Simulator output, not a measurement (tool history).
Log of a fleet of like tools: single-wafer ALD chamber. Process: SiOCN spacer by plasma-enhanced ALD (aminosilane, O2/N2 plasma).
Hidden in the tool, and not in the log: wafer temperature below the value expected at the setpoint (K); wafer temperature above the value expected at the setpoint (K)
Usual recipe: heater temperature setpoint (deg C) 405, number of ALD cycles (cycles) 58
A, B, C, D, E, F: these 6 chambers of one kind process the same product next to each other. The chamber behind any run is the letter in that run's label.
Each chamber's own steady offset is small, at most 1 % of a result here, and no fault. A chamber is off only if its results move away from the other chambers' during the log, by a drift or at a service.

run	hour	heater temperature setpoint (deg C)	number of ALD cycles (cycles)	hours since the last thermocouple change	read-back reference wafer on the same gauge, thickness_nm	mean film thickness on the monitor wafer (Å)
1F	4	405	58	1099.3	3.2297	34.569
2A	8	405	58	383.3	3.2278	34.401
3C	12.3	405	58	951.1	3.2289	34.771
4B	16.5	405	58	266.4	3.2289	34.103
5D	19.6	405	58	761.4	3.2285	34.358
6E	23.3	405	58	1849.8	3.2279	34.627
7D	27	405	58	768.8	3.2279	34.279
8A	31.1	405	58	406.4	3.2267	34.326
9B	34.4	405	58	284.3	3.2248	34.059
10F	38.3	405	58	1133.6	3.225	34.521
11C	44.2	405	58	983	3.2257	34.664
12E	47.8	405	58	1874.3	3.2252	34.464
13A	51.7	405	58	427	3.2255	34.368
14F	57	405	58	1152.3	3.2246	34.542
15C	60.4	417	64	999.2	3.2248	36.914
16B	65.2	417	64	315.1	3.2229	36.378
17E	70.4	417	64	1896.9	3.2245	36.671
18D	75.4	417	64	817.2	3.2226	36.439
19D	81.1	417	64	822.9	3.2232	36.5
20C	84.1	417	64	1022.9	3.2213	36.838
21F	89.9	405	58	1185.2	3.2209	34.408
22E	95.4	405	58	1921.9	3.2197	34.393
23A	101.5	405	58	476.8	3.2195	34.38
24B	107.1	405	58	357	3.2205	34.045
# hour 112.3: chamber E: thermocouple changed; heater temperature recalibrated
25F	112.5	418	54	1207.8	3.2186	30.799
26C	117.5	418	54	1056.3	3.2176	30.96
27E	123.7	418	54	11.5	3.2171	30.793
28A	127.1	418	54	502.4	3.2181	30.79
29D	132.4	418	54	874.2	3.2175	30.562
30B	137.5	418	54	387.4	3.2165	30.368
31A	141.1	405	58	516.4	3.2162	34.291
32C	146.9	405	58	1085.7	3.2155	34.586
33D	149.8	405	58	891.6	3.2157	34.243
34E	153.9	405	58	41.7	3.215	34.492
35B	159.1	405	58	409	3.2139	33.932
36F	164.5	405	58	1259.8	3.2147	34.407
37A	169.8	405	58	545.1	3.2138	34.283
38E	175.9	405	62	63.7	3.2135	36.766
39F	179.7	405	62	1275	3.2122	36.804
40D	183.4	405	62	925.2	3.2118	36.462
41C	188.9	405	62	1127.7	3.2109	36.968
42B	192.3	405	62	442.2	3.2112	36.377

Predict what each chamber gives when all 6 of them run the settings below next.
43A	196.8	405	53			?
43B	196.8	405	53			?
43C	196.8	405	53			?
43D	196.8	405	53			?
43E	196.8	405	53			?
43F	196.8	405	53			?

run	mean film thickness on the monitor wafer (Å)
43A	31.339
43B	31.047
43C	31.565
43D	31.149
43E	31.401
43F	31.445
